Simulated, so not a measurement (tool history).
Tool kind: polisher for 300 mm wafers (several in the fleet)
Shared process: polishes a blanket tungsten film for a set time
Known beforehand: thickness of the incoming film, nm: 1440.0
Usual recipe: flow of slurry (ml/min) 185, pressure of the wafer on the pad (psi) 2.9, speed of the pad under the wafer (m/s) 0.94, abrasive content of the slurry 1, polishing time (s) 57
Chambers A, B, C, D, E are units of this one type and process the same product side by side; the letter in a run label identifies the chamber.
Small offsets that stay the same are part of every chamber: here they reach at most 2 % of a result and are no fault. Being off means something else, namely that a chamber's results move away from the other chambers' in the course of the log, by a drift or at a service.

run     day  flow of slurry (ml/min)  pressure of the wafer on the pad (psi)  speed of the pad under the wafer (m/s)  abrasive content of the slurry  polishing time (s)  film removed (Å)
      0.167  -- chamber B: slurry tank refilled with fresh slurry and peroxide
 1A   0.308                      185                                     2.9                                    0.94                               1                  57            1611.1
      0.708  -- chamber B: worn pad replaced by a new one
      0.746  -- chamber E: worn pad replaced by a new one
      0.838  -- chamber D: worn pad replaced by a new one
 2D   0.883                      185                                     2.9                                    0.94                               1                  57            1597.3
 3C   1.242                      185                                     2.9                                    0.94                               1                  57              1608
      1.533  -- chamber B: slurry nozzle cleaned
      1.721  -- chamber C: slurry tank refilled with fresh slurry and peroxide
 4E   1.721                      185                                     2.9                                    0.94                               1                  57            1635.3
      1.867  -- chamber B: slurry blender recalibrated
      1.883  -- chamber E: slurry blender recalibrated
      2.004  -- chamber B: head pressure recalibrated
 5B   2.083                      185                                     2.9                                    0.94                               1                  57            1601.3
 6E   2.496                      185                                     2.9                                    0.64                               1                  48            926.15
      2.846  -- chamber A: slurry blender recalibrated
 7A   3.079                      185                                     2.9                                    0.64                               1                  48            928.58
      3.088  -- chamber D: head pressure recalibrated
      3.321  -- chamber E: slurry tank refilled with fresh slurry and peroxide
      3.412  -- chamber C: worn pad replaced by a new one
      3.483  -- chamber A: worn pad replaced by a new one
 8B   3.504                      185                                     2.9                                    0.64                               1                  48            935.73
 9C   3.938                      185                                     2.9                                    0.64                               1                  48            941.53
      4.054  -- chamber D: worn pad replaced by a new one
10D   4.412                      185                                     2.9                                    0.64                               1                  48            919.83
11B   4.979                      185                                     2.9                                    0.94                               1                  57              1600
12D   5.375                      185                                     2.9                                    0.94                               1                  57            1602.6
        5.6  -- chamber D: slurry blender recalibrated
13A   5.971                      185                                     2.9                                    0.94                               1                  57            1663.6
      6.017  -- chamber E: head pressure recalibrated
14E   6.467                      185                                     2.9                                    0.94                               1                  57            1553.7
      6.762  -- chamber C: slurry tank refilled with fresh slurry and peroxide
      6.958  -- chamber B: worn pad replaced by a new one
15C   7.025                      185                                     2.9                                    0.94                               1                  57            1651.7
      7.375  -- chamber D: slurry nozzle cleaned
16A    7.45                      185                                     2.9                                    0.94                               1                  57            1603.7
      7.567  -- chamber E: worn pad replaced by a new one
      7.592  -- chamber E: slurry blender recalibrated
      7.658  -- chamber A: head pressure recalibrated
      7.683  -- chamber B: slurry tank refilled with fresh slurry and peroxide
      7.967  -- chamber C: slurry blender recalibrated
17B   7.967                      185                                     2.9                                    0.94                               1                  57            1638.7
      8.092  -- chamber A: slurry tank refilled with fresh slurry and peroxide
      8.217  -- chamber D: worn pad replaced by a new one
18C   8.512                      185                                     2.9                                    0.94                               1                  57            1602.5
19E   8.892                      185                                     2.9                                    0.94                               1                  57            1593.8
      8.929  -- chamber C: worn pad replaced by a new one
20D   9.442                      185                                     2.9                                    0.94                               1                  57            1557.8
      9.638  -- chamber A: worn pad replaced by a new one
21C   9.892                      185                                     2.9                                    0.94                               1                  57            1620.8
22B  10.196                      185                                     2.9                                    0.94                               1                  57            1596.9
     10.704  -- chamber B: slurry blender recalibrated
23D  10.783                      185                                     2.9                                    0.94                               1                  57            1568.6
     10.871  -- chamber E: slurry tank refilled with fresh slurry and peroxide
24E  11.358                      185                                     2.9                                    0.94                               1                  57            1611.5
25A  11.792                      185                                     3.6                                    0.94                               1                  57            2059.5
     11.838  -- chamber C: slurry tank refilled with fresh slurry and peroxide
     12.258  -- chamber D: worn pad replaced by a new one
26D  12.338                      185                                     3.6                                    0.94                               1                  57            1897.6
       12.5  -- chamber E: slurry blender recalibrated
     12.612  -- chamber C: slurry nozzle cleaned
27E  12.646                      185                                     3.6                                    0.94                               1                  57            1981.6
28B  13.254                      185                                     3.6                                    0.94                               1                  57            2018.4
29A  13.608                      185                                     3.6                                    0.94                               1                  57            2079.3
30C  13.975                      185                                     2.9                                    0.94                               1                  57              1602
     14.142  -- chamber E: worn pad replaced by a new one
     14.292  -- chamber B: slurry tank refilled with fresh slurry and peroxide
31D  14.525                      185                                     2.9                                    0.94                               1                  57              1462
32A  14.954                      185                                     2.9                                    0.64                               1                  57            1112.4
     15.083  -- chamber C: worn pad replaced by a new one
     15.246  -- chamber B: worn pad replaced by a new one
33E  15.304                      185                                     2.9                                    0.64                               1                  57            1073.7
     15.562  -- chamber A: slurry nozzle cleaned
     15.888  -- chamber D: worn pad replaced by a new one
34B  15.904                      185                                     2.9                                    0.64                               1                  57            1117.7
     16.117  -- chamber A: slurry tank refilled with fresh slurry and peroxide
35C  16.283                      185                                     2.9                                    0.64                               1                  57            1089.1
36A  16.588                      185                                     2.9                                    0.64                               1                  57            1124.8
     17.046  -- chamber C: slurry tank refilled with fresh slurry and peroxide
37E  17.192                      185                                     2.9                                    0.94                               1                  57            1590.8
38C  17.596                      185                                     2.9                                    0.94                               1                  57              1658
39B   18.15                      185                                     2.9                                    0.94                               1                  57            1611.1
40D  18.483                      185                                     2.9                                    0.94                               1                  57              1386

Read the log: is a single chamber off, either drifting away or since a service, is the gauge that measures every chamber drifting, or is nothing wrong beyond small per-chamber offsets? Name any odd chamber and what most likely caused it.

Chamber D drifts away from the others.
Likeliest cause: peroxide lost from the slurry, % = 31.5.
The log may not tell that from: head's pressure below its setpoint, %.

Chamber D could run next with any of the 4 candidate recipes listed below; each alters the usual settings, and their results appear as question marks. Which one brings its results back in line with what the other chambers deliver on the usual settings?
In-line tolerance around the mean of the other chambers on the usual settings: film removed (Å) 68
41D-1  18.929                      185                                     3.3                                    1.08                            1.05                  57                 ?
41D-2  18.929                      185                                     2.9                                    0.94                               1                  44                 ?
41D-3  18.929                      185                                     3.1                                    1.02                               1                  57                 ?
41D-4  18.929                      180                                     2.9                                    0.94                               1                  49                 ?

Other chambers, usual settings, mean: film removed (Å) 1615.3
  run  film removed (Å)
41D-1            1829.9
41D-2            1066.4
41D-3            1604.2
41D-4              1183
41D-3 is the one that brings the chamber's results back in line with the other chambers.

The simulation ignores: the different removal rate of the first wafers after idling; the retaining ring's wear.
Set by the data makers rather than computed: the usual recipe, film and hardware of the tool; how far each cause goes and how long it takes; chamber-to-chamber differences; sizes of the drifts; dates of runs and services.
